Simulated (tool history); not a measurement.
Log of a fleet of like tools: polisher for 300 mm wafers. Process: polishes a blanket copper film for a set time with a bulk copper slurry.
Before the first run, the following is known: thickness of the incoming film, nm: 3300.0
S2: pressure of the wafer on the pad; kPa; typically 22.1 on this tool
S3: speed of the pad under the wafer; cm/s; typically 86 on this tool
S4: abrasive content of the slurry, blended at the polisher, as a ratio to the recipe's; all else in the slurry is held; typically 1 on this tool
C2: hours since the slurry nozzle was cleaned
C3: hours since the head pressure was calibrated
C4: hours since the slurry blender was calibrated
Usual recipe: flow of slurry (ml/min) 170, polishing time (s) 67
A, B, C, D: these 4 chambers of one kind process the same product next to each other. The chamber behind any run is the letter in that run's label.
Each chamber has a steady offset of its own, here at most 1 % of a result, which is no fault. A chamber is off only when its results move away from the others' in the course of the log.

-- hour=10.7 chamber C: head pressure recalibrated
run 1A hour=12.1 | flow_of_slurry_(ml/min)=170 S2=22.1 S3=86 S4=1 polishing_time_(s)=67 | wafers_polished_on_this_pad=659 C2=229.6 C3=353.6 C4=276.6 | film_removed_(nm)=572.57
run 2C hour=21.8 | flow_of_slurry_(ml/min)=170 S2=22.1 S3=86 S4=1 polishing_time_(s)=67 | wafers_polished_on_this_pad=1207 C2=619.4 C3=11.1 C4=80.1 | film_removed_(nm)=584.23
run 3B hour=31.4 | flow_of_slurry_(ml/min)=170 S2=22.1 S3=86 S4=1 polishing_time_(s)=67 | wafers_polished_on_this_pad=451 C2=686.5 C3=545.2 C4=77.6 | film_removed_(nm)=573.14
run 4D hour=37.7 | flow_of_slurry_(ml/min)=170 S2=22.1 S3=86 S4=1 polishing_time_(s)=67 | wafers_polished_on_this_pad=325 C2=547.4 C3=664.3 C4=241.2 | film_removed_(nm)=562.06
run 5B hour=51.9 | flow_of_slurry_(ml/min)=170 S2=22.1 S3=86 S4=1 polishing_time_(s)=67 | wafers_polished_on_this_pad=597 C2=707 C3=565.7 C4=98.1 | film_removed_(nm)=576.22
-- hour=56.9 chamber B: worn pad replaced by a new one
-- hour=60.2 chamber A: worn pad replaced by a new one
run 6C hour=62.3 | flow_of_slurry_(ml/min)=170 S2=17.2 S3=86 S4=1.25 polishing_time_(s)=67 | wafers_polished_on_this_pad=1498 C2=659.9 C3=51.6 C4=120.6 | film_removed_(nm)=469.99
-- hour=64.4 chamber D: slurry nozzle cleaned
-- hour=67.1 chamber C: worn pad replaced by a new one
run 7D hour=70.4 | flow_of_slurry_(ml/min)=170 S2=17.2 S3=86 S4=1.25 polishing_time_(s)=67 | wafers_polished_on_this_pad=559 C2=6.1 C3=697 C4=273.9 | film_removed_(nm)=466.78
run 8A hour=77.5 | flow_of_slurry_(ml/min)=170 S2=17.2 S3=86 S4=1.25 polishing_time_(s)=67 | wafers_polished_on_this_pad=123 C2=295 C3=419 C4=342 | film_removed_(nm)=473.81
run 9B hour=87.7 | flow_of_slurry_(ml/min)=170 S2=17.2 S3=86 S4=1.25 polishing_time_(s)=67 | wafers_polished_on_this_pad=221 C2=742.8 C3=601.5 C4=133.9 | film_removed_(nm)=456.82
-- hour=91.4 chamber D: worn pad replaced by a new one
-- hour=96.5 chamber C: slurry nozzle cleaned
run 10D hour=99.4 | flow_of_slurry_(ml/min)=170 S2=22.1 S3=86 S4=1 polishing_time_(s)=67 | wafers_polished_on_this_pad=57 C2=35.1 C3=726 C4=302.9 | film_removed_(nm)=572.65
-- hour=107.5 chamber B: slurry nozzle cleaned
run 11C hour=112.6 | flow_of_slurry_(ml/min)=170 S2=22.1 S3=86 S4=1 polishing_time_(s)=67 | wafers_polished_on_this_pad=326 C2=16.1 C3=101.9 C4=170.9 | film_removed_(nm)=575.88
run 12A hour=120.4 | flow_of_slurry_(ml/min)=170 S2=25.5 S3=86 S4=1 polishing_time_(s)=67 | wafers_polished_on_this_pad=431 C2=337.9 C3=461.9 C4=384.9 | film_removed_(nm)=660.04
-- hour=129.8 chamber B: worn pad replaced by a new one
run 13A hour=131.3 | flow_of_slurry_(ml/min)=170 S2=25.5 S3=86 S4=1 polishing_time_(s)=67 | wafers_polished_on_this_pad=509 C2=348.8 C3=472.8 C4=395.8 | film_removed_(nm)=655.32
run 14B hour=145.4 | flow_of_slurry_(ml/min)=170 S2=25.5 S3=86 S4=1 polishing_time_(s)=67 | wafers_polished_on_this_pad=111 C2=37.9 C3=659.2 C4=191.6 | film_removed_(nm)=626.72
run 15D hour=157.1 | flow_of_slurry_(ml/min)=170 S2=25.5 S3=86 S4=1 polishing_time_(s)=67 | wafers_polished_on_this_pad=470 C2=92.8 C3=783.7 C4=360.6 | film_removed_(nm)=668.64
run 16C hour=165.9 | flow_of_slurry_(ml/min)=170 S2=22.1 S3=68 S4=1 polishing_time_(s)=53 | wafers_polished_on_this_pad=707 C2=69.4 C3=155.2 C4=224.2 | film_removed_(nm)=362.97
run 17B hour=179.3 | flow_of_slurry_(ml/min)=170 S2=22.1 S3=68 S4=1 polishing_time_(s)=53 | wafers_polished_on_this_pad=354 C2=71.8 C3=693.1 C4=225.5 | film_removed_(nm)=336.91
run 18C hour=189.6 | flow_of_slurry_(ml/min)=170 S2=22.1 S3=68 S4=1 polishing_time_(s)=53 | wafers_polished_on_this_pad=877 C2=93.1 C3=178.9 C4=247.9 | film_removed_(nm)=365.82
-- hour=190.8 chamber D: worn pad replaced by a new one
-- hour=196.5 chamber A: worn pad replaced by a new one
-- hour=201.2 chamber B: worn pad replaced by a new one
run 19A hour=201.8 | flow_of_slurry_(ml/min)=170 S2=22.1 S3=68 S4=1 polishing_time_(s)=53 | wafers_polished_on_this_pad=38 C2=419.3 C3=543.3 C4=466.3 | film_removed_(nm)=359.35
run 20D hour=213 | flow_of_slurry_(ml/min)=170 S2=22.1 S3=86 S4=1 polishing_time_(s)=67 | wafers_polished_on_this_pad=159 C2=148.7 C3=839.6 C4=416.5 | film_removed_(nm)=574.52
-- hour=215.8 chamber D: slurry blender recalibrated
-- hour=219.5 chamber A: slurry blender recalibrated
run 21C hour=221.2 | flow_of_slurry_(ml/min)=170 S2=22.1 S3=86 S4=1 polishing_time_(s)=67 | wafers_polished_on_this_pad=1104 C2=124.7 C3=210.5 C4=279.5 | film_removed_(nm)=575.6
run 22A hour=228 | flow_of_slurry_(ml/min)=170 S2=22.1 S3=86 S4=1 polishing_time_(s)=67 | wafers_polished_on_this_pad=226 C2=445.5 C3=569.5 C4=8.5 | film_removed_(nm)=578.28
run 23D hour=239 | flow_of_slurry_(ml/min)=170 S2=22.1 S3=86 S4=1 polishing_time_(s)=67 | wafers_polished_on_this_pad=345 C2=174.7 C3=865.6 C4=23.3 | film_removed_(nm)=577.25
-- hour=246.4 chamber C: worn pad replaced by a new one
run 24B hour=250 | flow_of_slurry_(ml/min)=170 S2=22.1 S3=86 S4=1 polishing_time_(s)=67 | wafers_polished_on_this_pad=349 C2=142.5 C3=763.8 C4=296.2 | film_removed_(nm)=518.32
run 25A hour=256.4 | flow_of_slurry_(ml/min)=170 S2=22.1 S3=86 S4=1 polishing_time_(s)=67 | wafers_polished_on_this_pad=429 C2=473.9 C3=597.9 C4=36.9 | film_removed_(nm)=573.03
run 26D hour=267.2 | flow_of_slurry_(ml/min)=170 S2=22.1 S3=86 S4=1 polishing_time_(s)=67 | wafers_polished_on_this_pad=547 C2=202.9 C3=893.8 C4=51.5 | film_removed_(nm)=568.41
run 27B hour=279.1 | flow_of_slurry_(ml/min)=170 S2=22.1 S3=86 S4=1 polishing_time_(s)=67 | wafers_polished_on_this_pad=558 C2=171.6 C3=792.9 C4=325.3 | film_removed_(nm)=515.2
run 28C hour=292.1 | flow_of_slurry_(ml/min)=170 S2=22.1 S3=86 S4=1 polishing_time_(s)=67 | wafers_polished_on_this_pad=327 C2=195.6 C3=281.4 C4=350.4 | film_removed_(nm)=569.71

For the next run the whole fleet of 4 chambers uses the same settings. Give each chamber's results:
run 29A hour=302.3 | flow_of_slurry_(ml/min)=170 S2=22.1 S3=86 S4=1 polishing_time_(s)=67 | film_removed_(nm)=?
run 29B hour=302.3 | flow_of_slurry_(ml/min)=170 S2=22.1 S3=86 S4=1 polishing_time_(s)=67 | film_removed_(nm)=?
run 29C hour=302.3 | flow_of_slurry_(ml/min)=170 S2=22.1 S3=86 S4=1 polishing_time_(s)=67 | film_removed_(nm)=?
run 29D hour=302.3 | flow_of_slurry_(ml/min)=170 S2=22.1 S3=86 S4=1 polishing_time_(s)=67 | film_removed_(nm)=?

run=29A film_removed_(nm)=565.81
run=29B film_removed_(nm)=508.05
run=29C film_removed_(nm)=562.34
run=29D film_removed_(nm)=576.03
